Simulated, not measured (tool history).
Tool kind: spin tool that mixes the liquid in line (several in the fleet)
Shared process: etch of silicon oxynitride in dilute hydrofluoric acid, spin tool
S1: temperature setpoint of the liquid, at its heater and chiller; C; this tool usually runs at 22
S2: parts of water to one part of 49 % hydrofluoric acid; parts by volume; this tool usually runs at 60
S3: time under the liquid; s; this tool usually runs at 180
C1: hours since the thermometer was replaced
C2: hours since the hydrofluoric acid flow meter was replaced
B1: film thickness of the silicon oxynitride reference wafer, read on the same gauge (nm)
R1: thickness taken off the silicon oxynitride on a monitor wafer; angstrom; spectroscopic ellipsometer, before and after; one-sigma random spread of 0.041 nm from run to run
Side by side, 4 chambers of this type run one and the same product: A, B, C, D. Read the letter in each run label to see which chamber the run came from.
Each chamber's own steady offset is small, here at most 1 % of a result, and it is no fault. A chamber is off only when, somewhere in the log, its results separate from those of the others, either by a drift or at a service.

run,hour,S1,S2,S3,C1,C2,B1,R1
1D,6.1,22,60,180,100.9,433.1,50.034,49.189
2C,12.4,22,60,180,39.2,1693.5,49.996,49.219
3A,16.0,22,60,180,1314.8,399.1,50.019,49.139
4B,19.8,22,60,180,497.4,91.5,49.993,49.406
5A,25.9,22,60,180,1324.7,409.0,49.979,49.141
6B,29.2,22,60,180,506.8,100.9,49.985,49.717
7D,32.9,22,60,280,127.7,459.9,50.010,77.144
8C,39.1,22,60,280,65.9,1720.2,49.995,77.217
9B,42.3,22,60,280,519.9,114.0,50.012,77.788
10C,48.2,22,60,280,75.0,1729.3,49.985,76.715
11A,54.0,22,60,180,1352.8,437.1,50.027,49.420
12D,59.8,22,60,180,154.6,486.8,49.972,50.083
13C,62.5,22,60,180,89.3,1743.6,49.995,49.395
14D,68.4,25,85,180,163.2,495.4,49.977,39.444
15B,73.6,25,85,180,551.2,145.3,50.015,39.488
16A,76.5,25,85,180,1375.3,459.6,49.985,39.640
17D,81.4,25,85,180,176.2,508.4,50.002,39.719
18A,85.8,22,60,180,1384.6,468.9,50.015,50.615
19B,90.3,22,60,180,567.9,162.0,50.005,48.929
20C,93.9,22,60,180,120.7,1775.0,49.991,49.569
21D,99.6,22,60,180,194.4,526.6,49.989,49.475
22A,105.0,22,60,180,1403.8,488.1,49.977,51.677
23C,108.8,22,60,180,135.6,1789.9,49.972,49.148
24B,114.6,22,60,180,592.2,186.3,49.980,49.029
25A,119.5,22,60,180,1418.3,502.6,49.979,51.490
26D,123.4,22,60,180,218.2,550.4,50.024,49.676
27C,129.4,22,60,180,156.2,1810.5,49.982,48.951
28B,135.1,22,75,235,612.7,206.8,49.997,50.011
29B,138.7,22,75,235,616.3,210.4,50.028,50.660
30A,141.7,22,75,235,1440.5,524.8,50.022,54.177
31C,144.5,22,75,235,171.3,1825.6,49.999,51.631
32D,150.1,22,60,90,244.9,577.1,50.017,24.983
33D,154.3,22,60,90,249.1,581.3,50.002,25.089
34C,160.4,22,60,90,187.2,1841.5,50.030,24.737
35B,163.2,22,60,90,640.8,234.9,50.067,24.472
36A,169.3,22,60,105,1468.1,552.4,49.961,31.091
37D,174.6,22,60,105,269.4,601.6,50.015,29.047
38B,179.4,22,60,105,657.0,251.1,50.006,28.576
39C,183.9,22,60,105,210.7,1865.0,49.990,28.349
40A,187.0,22,60,180,1485.8,570.1,50.004,52.838
41B,190.5,22,60,180,668.1,262.2,49.996,49.109
42C,196.3,22,60,180,223.1,1877.4,49.988,48.157
43A,199.7,22,60,180,1498.5,582.8,49.997,54.290
44D,205.9,22,60,180,300.7,632.9,49.968,49.746

Predict what each chamber gives when all 4 of them run the settings below next.
45A,210.4,22,35,180,,,,?
45B,210.4,22,35,180,,,,?
45C,210.4,22,35,180,,,,?
45D,210.4,22,35,180,,,,?

run,R1
45A,94.280
45B,83.957
45C,85.018
45D,85.365

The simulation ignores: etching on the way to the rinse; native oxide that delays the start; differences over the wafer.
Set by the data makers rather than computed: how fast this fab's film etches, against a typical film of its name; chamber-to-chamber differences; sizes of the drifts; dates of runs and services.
